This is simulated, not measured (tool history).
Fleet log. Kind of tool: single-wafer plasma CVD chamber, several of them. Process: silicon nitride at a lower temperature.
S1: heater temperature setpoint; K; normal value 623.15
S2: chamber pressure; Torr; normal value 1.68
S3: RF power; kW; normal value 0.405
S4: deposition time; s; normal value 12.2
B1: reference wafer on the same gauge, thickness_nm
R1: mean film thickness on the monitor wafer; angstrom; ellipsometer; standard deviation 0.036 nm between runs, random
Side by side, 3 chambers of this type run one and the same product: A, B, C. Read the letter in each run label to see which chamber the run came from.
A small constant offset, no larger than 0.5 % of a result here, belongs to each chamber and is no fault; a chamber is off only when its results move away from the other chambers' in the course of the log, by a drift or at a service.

| run | day | S1 | S2 | S3 | S4 | B1 | R1 |
|---|---|---|---|---|---|---|---|
| 1C | 0.233 | 623.15 | 1.68 | 0.405 | 12.2 | 19.299 | 176.49 |
| 2B | 0.496 | 623.15 | 1.68 | 0.405 | 12.2 | 19.287 | 176.00 |
| 3A | 0.825 | 623.15 | 1.68 | 0.405 | 12.2 | 19.306 | 176.56 |
| 4C | 1.071 | 623.15 | 1.68 | 0.405 | 12.2 | 19.310 | 177.12 |
| 5A | 1.312 | 623.15 | 1.68 | 0.405 | 12.2 | 19.302 | 176.71 |
| 6B | 1.525 | 623.15 | 1.68 | 0.405 | 12.2 | 19.301 | 176.24 |
| 7A | 1.729 | 623.15 | 1.68 | 0.405 | 12.2 | 19.293 | 176.74 |
| 8C | 2.025 | 623.15 | 1.68 | 0.405 | 12.2 | 19.307 | 176.66 |
| 9B | 2.292 | 623.15 | 1.68 | 0.405 | 12.2 | 19.302 | 176.06 |
| 10C | 2.533 | 623.15 | 1.68 | 0.405 | 12.2 | 19.312 | 176.60 |
| 11A | 2.833 | 623.15 | 1.68 | 0.405 | 12.2 | 19.299 | 176.98 |
| 12B | 3.058 | 623.15 | 1.68 | 0.405 | 12.2 | 19.292 | 175.40 |
| 13C | 3.325 | 623.15 | 1.68 | 0.405 | 12.2 | 19.295 | 177.38 |
| 14A | 3.483 | 623.15 | 1.68 | 0.405 | 12.2 | 19.292 | 177.34 |
| 15B | 3.804 | 623.15 | 1.68 | 0.405 | 12.2 | 19.294 | 175.04 |
| 16B | 4.096 | 623.15 | 1.68 | 0.405 | 13.1 | 19.300 | 187.42 |
| 17C | 4.254 | 623.15 | 1.68 | 0.405 | 13.1 | 19.298 | 190.30 |
| 18A | 4.483 | 623.15 | 1.68 | 0.405 | 13.1 | 19.306 | 189.53 |
| 19A | 4.658 | 623.15 | 1.68 | 0.405 | 12.2 | 19.300 | 177.11 |
| 20C | 4.929 | 623.15 | 1.68 | 0.405 | 12.2 | 19.308 | 176.41 |
| 21B | 5.083 | 623.15 | 1.68 | 0.405 | 12.2 | 19.299 | 174.39 |
| 22A | 5.271 | 623.15 | 1.68 | 0.405 | 12.2 | 19.294 | 176.92 |
| 23B | 5.446 | 623.15 | 1.68 | 0.405 | 12.2 | 19.312 | 173.08 |
| 24C | 5.658 | 623.15 | 1.68 | 0.405 | 12.2 | 19.304 | 177.17 |
| 25C | 5.962 | 623.15 | 1.68 | 0.405 | 12.2 | 19.297 | 177.42 |
| 26B | 6.162 | 623.15 | 1.68 | 0.405 | 12.2 | 19.296 | 172.25 |
| 27A | 6.346 | 623.15 | 1.68 | 0.405 | 12.2 | 19.302 | 177.11 |
| 28A | 6.679 | 623.15 | 1.68 | 0.405 | 12.2 | 19.308 | 176.97 |
| 29B | 6.933 | 623.15 | 1.87 | 0.405 | 12.2 | 19.299 | 176.60 |
| 30C | 7.150 | 623.15 | 1.87 | 0.405 | 12.2 | 19.314 | 182.07 |
| 31B | 7.367 | 623.15 | 1.87 | 0.405 | 12.2 | 19.305 | 177.28 |
| 32C | 7.683 | 623.15 | 1.68 | 0.405 | 12.2 | 19.302 | 177.16 |

Decide between three cases: one chamber stands off from its peers, the gauge reading all wafers drifts, or nothing is wrong past each chamber's small offset. Where a chamber is off, say which and what most likely put it there.

Chamber B drifts away from the others.
What lies behind it: delivered RF power below the setpoint (%) = 4.56.
It could be hard to tell apart here from: true pressure below the setpoint (%).

Which of the 4 candidates below, each the usual settings with something changed and its results left as question marks, puts chamber B back in line with what the other chambers give on the usual settings?
In line here means within this much of the mean the other chambers give on the usual settings: R1 1.40 angstrom
| 33B-1 | 7.925 | 623.15 | 1.70 | 0.410 | 12.5 |  | ? |
| 33B-2 | 7.925 | 623.15 | 1.68 | 0.405 | 12.8 |  | ? |
| 33B-3 | 7.925 | 623.15 | 1.63 | 0.390 | 12.2 |  | ? |
| 33B-4 | 7.925 | 623.15 | 1.66 | 0.395 | 11.8 |  | ? |

The mean the other chambers reach with the usual settings: R1 176.93 angstrom
| run | R1 |
|---|---|
| 33B-1 | 177.39 |
| 33B-2 | 179.72 |
| 33B-3 | 165.98 |
| 33B-4 | 162.63 |
Change 33B-1 lands the chamber within the allowed miss of the other chambers.

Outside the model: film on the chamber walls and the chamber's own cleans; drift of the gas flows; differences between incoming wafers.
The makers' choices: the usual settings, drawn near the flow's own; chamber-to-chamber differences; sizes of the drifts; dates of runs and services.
